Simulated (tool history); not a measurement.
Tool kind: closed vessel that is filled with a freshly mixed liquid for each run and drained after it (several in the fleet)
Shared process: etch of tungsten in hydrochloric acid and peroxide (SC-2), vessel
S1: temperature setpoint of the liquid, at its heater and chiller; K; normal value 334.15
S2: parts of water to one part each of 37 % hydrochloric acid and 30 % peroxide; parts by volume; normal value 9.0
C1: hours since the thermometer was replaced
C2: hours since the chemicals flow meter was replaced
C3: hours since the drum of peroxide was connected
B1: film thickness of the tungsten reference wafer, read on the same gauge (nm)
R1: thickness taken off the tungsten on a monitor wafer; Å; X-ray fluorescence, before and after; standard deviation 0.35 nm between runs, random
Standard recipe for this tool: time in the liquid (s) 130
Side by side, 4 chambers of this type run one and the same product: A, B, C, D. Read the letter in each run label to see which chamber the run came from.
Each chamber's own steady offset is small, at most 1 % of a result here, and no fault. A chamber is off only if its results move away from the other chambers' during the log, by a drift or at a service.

Run 1C, hour 3.0: usual settings; C1 147.6; C2 202.8; C3 102.9; B1 139.99. Result: R1 528.43 Å.
Run 2B, hour 8.3: usual settings; C1 210.3; C2 198.9; C3 180.5; B1 139.97. Result: R1 525.82 Å.
Run 3D, hour 11.6: usual settings; C1 470.8; C2 1145.1; C3 322.6; B1 140.00. Result: R1 528.37 Å.
Run 4A, hour 14.8: usual settings; C1 179.2; C2 443.8; C3 137.3; B1 140.01. Result: R1 528.34 Å.
Run 5D, hour 19.0: usual settings; C1 478.2; C2 1152.5; C3 330.0; B1 140.02. Result: R1 528.80 Å.
Run 6B, hour 24.2: usual settings; C1 226.2; C2 214.8; C3 196.4; B1 140.01. Result: R1 519.44 Å.
Run 7A, hour 28.2: usual settings; C1 192.6; C2 457.2; C3 150.7; B1 140.01. Result: R1 528.96 Å.
Run 8C, hour 31.6: usual settings; C1 176.2; C2 231.4; C3 131.5; B1 140.00. Result: R1 531.19 Å.
Run 9C, hour 34.1: usual settings but S2 5.5 parts by volume, time in the liquid (s) 205; C1 178.7; C2 233.9; C3 134.0; B1 140.00. Result: R1 1226.20 Å.
Run 10D, hour 38.7: usual settings but S2 5.5 parts by volume, time in the liquid (s) 205; C1 497.9; C2 1172.2; C3 349.7; B1 140.00. Result: R1 1214.40 Å.
At hour 40.1: chamber D: thermometer replaced.
Run 11B, hour 41.8: usual settings but S2 5.5 parts by volume, time in the liquid (s) 205; C1 243.8; C2 232.4; C3 214.0; B1 140.03. Result: R1 1220.60 Å.
Run 12A, hour 46.2: usual settings but S2 5.5 parts by volume, time in the liquid (s) 205; C1 210.6; C2 475.2; C3 168.7; B1 139.97. Result: R1 1223.70 Å.
Run 13B, hour 51.5: usual settings; C1 253.5; C2 242.1; C3 223.7; B1 140.01. Result: R1 520.58 Å.
Run 14A, hour 55.0: usual settings; C1 219.4; C2 484.0; C3 177.5; B1 140.00. Result: R1 521.10 Å.
Run 15D, hour 57.8: usual settings; C1 17.8; C2 1191.3; C3 368.8; B1 140.04. Result: R1 531.49 Å.
Run 16C, hour 62.5: usual settings; C1 207.1; C2 262.3; C3 162.4; B1 140.00. Result: R1 525.66 Å.
Run 17C, hour 64.9: usual settings; C1 209.5; C2 264.7; C3 164.8; B1 139.99. Result: R1 529.29 Å.
Run 18B, hour 69.4: usual settings but S2 4.5 parts by volume; C1 271.4; C2 260.0; C3 241.6; B1 140.00. Result: R1 896.80 Å.
Run 19D, hour 71.9: usual settings but S2 4.5 parts by volume; C1 31.9; C2 1205.4; C3 382.9; B1 140.00. Result: R1 900.50 Å.
Run 20A, hour 75.6: usual settings but S2 4.5 parts by volume; C1 240.0; C2 504.6; C3 198.1; B1 140.00. Result: R1 892.84 Å.
Run 21B, hour 79.3: usual settings but S2 4.5 parts by volume; C1 281.3; C2 269.9; C3 251.5; B1 139.98. Result: R1 879.94 Å.
Run 22A, hour 82.8: usual settings; C1 247.2; C2 511.8; C3 205.3; B1 140.01. Result: R1 528.51 Å.
Run 23C, hour 87.0: usual settings; C1 231.6; C2 286.8; C3 186.9; B1 140.02. Result: R1 534.51 Å.
Run 24D, hour 89.6: usual settings but S1 342.65 K, S2 5.5 parts by volume; C1 49.6; C2 1223.1; C3 400.6; B1 139.98. Result: R1 1305.90 Å.
Run 25C, hour 92.8: usual settings but S1 342.65 K, S2 5.5 parts by volume; C1 237.4; C2 292.6; C3 192.7; B1 139.98. Result: R1 1289.90 Å.
Run 26A, hour 96.7: usual settings but S1 342.65 K, S2 5.5 parts by volume; C1 261.1; C2 525.7; C3 219.2; B1 140.01. Result: R1 1283.50 Å.
Run 27B, hour 100.2: usual settings but S1 342.65 K, S2 5.5 parts by volume; C1 302.2; C2 290.8; C3 272.4; B1 139.99. Result: R1 1281.70 Å.
Run 28D, hour 102.9: usual settings; C1 62.9; C2 1236.4; C3 413.9; B1 140.01. Result: R1 526.45 Å.
Run 29A, hour 105.9: usual settings; C1 270.3; C2 534.9; C3 228.4; B1 140.00. Result: R1 529.80 Å.
Run 30B, hour 111.1: usual settings; C1 313.1; C2 301.7; C3 283.3; B1 139.97. Result: R1 522.68 Å.
Run 31D, hour 114.7: usual settings; C1 74.7; C2 1248.2; C3 425.7; B1 140.02. Result: R1 527.14 Å.
Run 32C, hour 117.9: usual settings but S1 329.15 K, S2 11.5 parts by volume; C1 262.5; C2 317.7; C3 217.8; B1 139.97. Result: R1 317.25 Å.
Run 33D, hour 122.3: usual settings but S1 329.15 K, S2 11.5 parts by volume; C1 82.3; C2 1255.8; C3 433.3; B1 140.03. Result: R1 312.20 Å.
Run 34B, hour 127.0: usual settings but S1 329.15 K, S2 11.5 parts by volume; C1 329.0; C2 317.6; C3 299.2; B1 140.03. Result: R1 315.67 Å.
Run 35C, hour 131.0: usual settings but S1 329.15 K, S2 11.5 parts by volume; C1 275.6; C2 330.8; C3 230.9; B1 139.99. Result: R1 312.27 Å.

Next, every chamber runs the same settings. What will each give?
Run 36A, hour 134.9: usual settings. Result: R1 ?.
Run 36B, hour 134.9: usual settings. Result: R1 ?.
Run 36C, hour 134.9: usual settings. Result: R1 ?.
Run 36D, hour 134.9: usual settings. Result: R1 ?.

run      R1
36A  528.04
36B  526.90
36C  530.81
36D  516.86
